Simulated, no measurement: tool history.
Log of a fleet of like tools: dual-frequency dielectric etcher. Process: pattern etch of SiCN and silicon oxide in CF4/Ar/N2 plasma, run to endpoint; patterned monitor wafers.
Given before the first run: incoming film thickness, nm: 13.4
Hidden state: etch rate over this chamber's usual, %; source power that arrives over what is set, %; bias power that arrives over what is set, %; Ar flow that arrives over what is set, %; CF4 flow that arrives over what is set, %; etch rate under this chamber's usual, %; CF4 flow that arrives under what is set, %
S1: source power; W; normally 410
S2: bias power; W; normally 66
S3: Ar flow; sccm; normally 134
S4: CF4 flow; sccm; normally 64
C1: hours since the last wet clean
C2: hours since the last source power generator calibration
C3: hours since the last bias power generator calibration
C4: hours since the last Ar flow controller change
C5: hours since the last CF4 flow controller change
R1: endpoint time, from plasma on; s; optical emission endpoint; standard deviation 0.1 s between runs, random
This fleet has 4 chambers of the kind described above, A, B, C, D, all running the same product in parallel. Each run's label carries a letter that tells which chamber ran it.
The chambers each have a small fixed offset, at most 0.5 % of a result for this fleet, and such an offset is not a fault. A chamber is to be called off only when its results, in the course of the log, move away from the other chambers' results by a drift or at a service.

run   hour   S1  S2   S3  S4     C1      C2      C3      C4      C5      R1
 1D   15.6  410  66  134  64  187.9   307.2  1438.3  3773.7  1969.8  18.478
 2A   24.8  410  66  134  64  359.3   627.0  1292.6  5385.2   707.8  18.563
 3C   38.2  410  66  134  64  462.3   973.0   361.9  1720.4   766.8  18.521
 4B   53.0  410  66  134  64  323.4   582.4  4599.9  1798.7  1672.0  18.373
 5A   68.2  410  66  134  64  402.7   670.4  1336.0  5428.6   751.2  18.500
 6B   80.6  410  66  134  64  351.0   610.0  4627.5  1826.3  1699.6  18.618
 7D   87.9  410  66  134  64  260.2   379.5  1510.6  3846.0  2042.1  18.753
 8C   95.4  410  66  134  64  519.5  1030.2   419.1  1777.6   824.0  18.489
 9D  106.0  410  66  134  64  278.3   397.6  1528.7  3864.1  2060.2  18.403
10C  114.1  490  76  134  64  538.2  1048.9   437.8  1796.3   842.7  15.170
     123.8  -- chamber A: wet clean of the chamber
11B  126.5  490  76  134  64  396.9   655.9  4673.4  1872.2  1745.5  15.028
12A  135.6  490  76  134  64   11.9   737.8  1403.4  5496.0   818.6  15.099
13D  144.1  490  76  134  64  316.4   435.7  1566.8  3902.2  2098.3  14.887
14A  151.5  410  66  134  64   27.8   753.7  1419.3  5511.9   834.5  18.601
15C  158.6  410  66  134  64  582.7  1093.4   482.3  1840.8   887.2  18.547
     165.3  -- chamber B: wet clean of the chamber
     171.6  -- chamber D: wet clean of the chamber
16B  172.7  440  66  134  64    7.5   702.1  4719.6  1918.4  1791.7  18.442
17A  180.1  440  66  134  64   56.4   782.3  1447.9  5540.5   863.1  17.480
18B  192.4  440  66  134  64   27.2   721.8  4739.3  1938.1  1811.4  18.263
19C  203.5  440  66  134  64  627.6  1138.3   527.2  1885.7   932.1  17.529
20D  218.0  410  66  134  64   46.4   509.6  1640.7  3976.1  2172.2  18.335
21A  225.9  410  66  134  64  102.2   828.1  1493.7  5586.3   908.9  18.581
     235.2  -- chamber C: wet clean of the chamber
22C  235.3  410  66  134  64    0.1  1170.1   559.0  1917.5   963.9  18.628
23D  243.5  410  66  134  64   71.9   535.1  1666.2  4001.6  2197.7  18.465
24B  255.3  410  66  134  64   90.1   784.7  4802.2  2001.0  1874.3  19.457
25D  265.8  410  60  134  64   94.2   557.4  1688.5  4023.9  2220.0  18.811
26C  277.2  410  60  134  64   42.0  1212.0   600.9  1959.4  1005.8  19.313
27B  292.4  410  60  134  64  127.2   821.8  4839.3  2038.1  1911.4  20.247
28A  302.1  410  60  134  64  178.4   904.3  1569.9  5662.5   985.1  19.006
29C  317.3  410  66  134  64   82.1  1252.1   641.0  1999.5  1045.9  18.360
30D  326.4  410  66  134  64  154.8   618.0  1749.1  4084.5  2280.6  18.443
     331.5  -- chamber A: Ar flow controller replaced
31A  337.5  410  59  119  64  213.8   939.7  1605.3     6.0  1020.5  18.812
32B  351.3  410  59  119  64  186.1   880.7  4898.2  2097.0  1970.3  19.954
33D  366.4  410  59  119  64  194.8   658.0  1789.1  4124.5  2320.6  18.735
34B  375.9  410  59  119  64  210.7   905.3  4922.8  2121.6  1994.9  19.827
35A  384.8  410  66  134  64  261.1   987.0  1652.6    53.3  1067.8  18.248
36C  395.2  410  66  134  64  160.0  1330.0   718.9  2077.4  1123.8  18.529
37C  405.3  410  66  134  64  170.1  1340.1   729.0  2087.5  1133.9  18.576
38D  420.6  410  66  134  64  249.0   712.2  1843.3  4178.7  2374.8  18.429
39A  431.7  410  66  134  64  308.0  1033.9  1699.5   100.2  1114.7  18.430

All 4 chambers run these settings next. Forecast each chamber's results:
40A  443.2  410  66  154  64                       ?
40B  443.2  410  66  154  64                       ?
40C  443.2  410  66  154  64                       ?
40D  443.2  410  66  154  64                       ?

run      R1
40A  18.907
40B  19.919
40C  19.000
40D  18.850

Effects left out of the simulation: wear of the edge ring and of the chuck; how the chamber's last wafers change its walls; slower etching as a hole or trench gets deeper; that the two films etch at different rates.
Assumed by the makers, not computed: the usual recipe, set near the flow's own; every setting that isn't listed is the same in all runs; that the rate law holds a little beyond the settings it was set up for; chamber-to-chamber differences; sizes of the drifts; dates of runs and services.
